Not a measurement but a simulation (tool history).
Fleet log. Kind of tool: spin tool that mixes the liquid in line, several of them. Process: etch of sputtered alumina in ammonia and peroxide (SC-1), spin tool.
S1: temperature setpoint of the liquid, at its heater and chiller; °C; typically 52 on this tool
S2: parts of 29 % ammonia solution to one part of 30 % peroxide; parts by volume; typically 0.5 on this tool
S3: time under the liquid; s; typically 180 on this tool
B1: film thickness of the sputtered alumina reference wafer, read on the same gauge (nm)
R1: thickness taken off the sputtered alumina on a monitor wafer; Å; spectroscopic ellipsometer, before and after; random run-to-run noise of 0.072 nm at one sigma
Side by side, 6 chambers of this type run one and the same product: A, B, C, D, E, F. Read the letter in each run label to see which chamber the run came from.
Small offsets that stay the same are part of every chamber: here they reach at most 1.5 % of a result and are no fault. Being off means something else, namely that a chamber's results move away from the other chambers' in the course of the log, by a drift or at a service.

run     day  S1    S2   S3      B1      R1
 1E   0.204  52   0.5  180  120.03  90.202
 2A   0.429  52   0.5  180  120.02  92.428
 3B   0.704  52   0.5  180  119.96  94.527
 4C     0.9  52   0.5  180  119.97  91.625
 5D   1.133  52   0.5  180  120.01  92.797
 6F   1.371  52   0.7  180  120.01  95.744
 7C   1.617  52   0.7  180  120.01  94.392
 8E   1.796  52   0.7  180  119.99  93.658
 9A   2.129  52   0.7  180     120  95.768
10D   2.408  52   0.7  180  120.02  96.559
11F    2.75  52   0.7  180     120  96.494
      2.842  -- chamber C: thermometer replaced
12B   3.083  52   0.5  180  119.98  94.107
13E   3.388  52   0.5  180  119.98  90.264
14B   3.717  52   0.7  285  120.05  154.94
15D   3.892  52   0.7  285  119.97  153.47
16F   4.175  52   0.7  285     120  149.39
17A     4.4  52   0.7  285  120.04  149.14
18C   4.733  52   0.7  285  120.01  150.96
19B   4.946  52   0.7  285  119.99  152.49
20C    5.15  48   0.3  180  120.01  69.726
21D   5.479  48   0.3  180  119.98  69.451
       5.55  -- chamber C: new drum of ammonia solution connected
      5.671  -- chamber E: thermometer replaced
22F   5.683  48   0.3  180  119.97  70.532
      5.775  -- chamber F: heated supply line repaired
23E   5.979  48   0.3  180  120.02  69.442
24A   6.217  48   0.3  180  119.99  71.155
25A   6.546  48   0.3  180  120.03  69.754
26E   6.846  44  0.25  180  120.01  55.059
27F   7.054  44  0.25  180  119.97  55.447
28C   7.362  44  0.25  180  120.01   54.99
      7.433  -- chamber A: heated supply line repaired
29D   7.608  44  0.25  180  119.98  53.572
30B   7.804  44  0.25  180     120  56.673
31D   8.133  44  0.25  180  119.97  53.223
32B   8.442  52   0.5  140  119.98  72.899
33A   8.608  52   0.5  140  120.02  71.576
      8.758  -- chamber B: heated supply line repaired
34C     8.9  52   0.5  140  119.99  72.051
      8.975  -- chamber D: new drum of ammonia solution connected
35E   9.079  52   0.5  140  120.02  72.255
36F   9.304  52   0.5  140  120.02  71.673
37E   9.592  52   0.5  140  120.02  70.826
38C     9.9  52   0.5  180     120  91.937
      9.942  -- chamber D: ammonia flow meter replaced
39D  10.229  52   0.5  180  119.95  87.747
40F  10.554  52   0.5  180  120.06  92.972
41A  10.725  52   0.5  180  120.02  91.519
42B  10.892  52   0.5  180  120.01  92.408

All chambers now run identical settings, listed one chamber a line with results as question marks. What results will each chamber show?
43A  11.142  52  0.5  180       ?
43B  11.142  52  0.5  180       ?
43C  11.142  52  0.5  180       ?
43D  11.142  52  0.5  180       ?
43E  11.142  52  0.5  180       ?
43F  11.142  52  0.5  180       ?

run      R1
43A  92.126
43B   92.88
43C  90.896
43D  87.135
43E  91.433
43F  91.524

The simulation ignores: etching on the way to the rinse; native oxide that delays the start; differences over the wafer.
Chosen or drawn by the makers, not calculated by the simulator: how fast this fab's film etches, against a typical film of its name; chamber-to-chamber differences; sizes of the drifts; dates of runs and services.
